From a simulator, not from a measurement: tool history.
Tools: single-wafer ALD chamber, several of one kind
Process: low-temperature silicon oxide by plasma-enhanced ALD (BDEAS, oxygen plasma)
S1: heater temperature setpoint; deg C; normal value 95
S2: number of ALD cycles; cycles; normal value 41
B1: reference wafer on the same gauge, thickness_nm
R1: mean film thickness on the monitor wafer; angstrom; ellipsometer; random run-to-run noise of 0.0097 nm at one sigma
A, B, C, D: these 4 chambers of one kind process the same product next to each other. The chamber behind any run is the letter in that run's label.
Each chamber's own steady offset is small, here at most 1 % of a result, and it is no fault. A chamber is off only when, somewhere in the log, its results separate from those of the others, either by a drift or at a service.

run 1D hour=15.6 | S1=95 S2=41 | B1=6.5878 | R1=59.228
run 2B hour=30 | S1=95 S2=41 | B1=6.5848 | R1=59.606
run 3A hour=40 | S1=95 S2=41 | B1=6.5841 | R1=59.49
run 4C hour=47 | S1=95 S2=41 | B1=6.5839 | R1=59.236
run 5B hour=60 | S1=95 S2=41 | B1=6.5847 | R1=59.477
run 6D hour=74.5 | S1=95 S2=41 | B1=6.5802 | R1=58.991
run 7C hour=87.3 | S1=81 S2=41 | B1=6.581 | R1=62.183
run 8A hour=101.1 | S1=81 S2=41 | B1=6.5799 | R1=62.561
run 9C hour=111.3 | S1=81 S2=41 | B1=6.577 | R1=62.145
run 10D hour=126.5 | S1=81 S2=41 | B1=6.5748 | R1=61.984
run 11B hour=140.3 | S1=95 S2=41 | B1=6.5734 | R1=59.553
run 12A hour=155 | S1=95 S2=41 | B1=6.5726 | R1=59.371
run 13C hour=168.6 | S1=89 S2=47 | B1=6.5704 | R1=69.153
run 14B hour=179.5 | S1=89 S2=47 | B1=6.5641 | R1=69.494
run 15A hour=193.2 | S1=89 S2=47 | B1=6.5657 | R1=69.452
run 16D hour=205.2 | S1=89 S2=47 | B1=6.5648 | R1=68.944
-- hour=207.3 chamber B: thermocouple changed; heater temperature recalibrated
run 17A hour=217.7 | S1=95 S2=41 | B1=6.5606 | R1=59.334
run 18C hour=227.9 | S1=95 S2=41 | B1=6.5598 | R1=59.025
run 19D hour=239.7 | S1=95 S2=41 | B1=6.5592 | R1=58.999
run 20B hour=255.3 | S1=95 S2=41 | B1=6.5593 | R1=59.468
run 21A hour=262.6 | S1=95 S2=41 | B1=6.5571 | R1=59.284
run 22C hour=270.3 | S1=95 S2=41 | B1=6.5573 | R1=58.817
run 23B hour=279.4 | S1=95 S2=41 | B1=6.5523 | R1=59.201
run 24D hour=293.9 | S1=95 S2=41 | B1=6.5545 | R1=58.82
run 25D hour=305.5 | S1=95 S2=41 | B1=6.5485 | R1=58.878
run 26B hour=317.6 | S1=95 S2=41 | B1=6.5484 | R1=59.216
run 27C hour=333 | S1=95 S2=41 | B1=6.5479 | R1=58.742

Read the log: is a single chamber off, either drifting away or since a service, is the gauge that measures every chamber drifting, or is nothing wrong beyond small per-chamber offsets? Name any odd chamber and what most likely caused it.

None of the chambers is off. What moves is the gauge, dragging all their readings along together.
Most likely cause: gauge reads low (%) = 0.675.
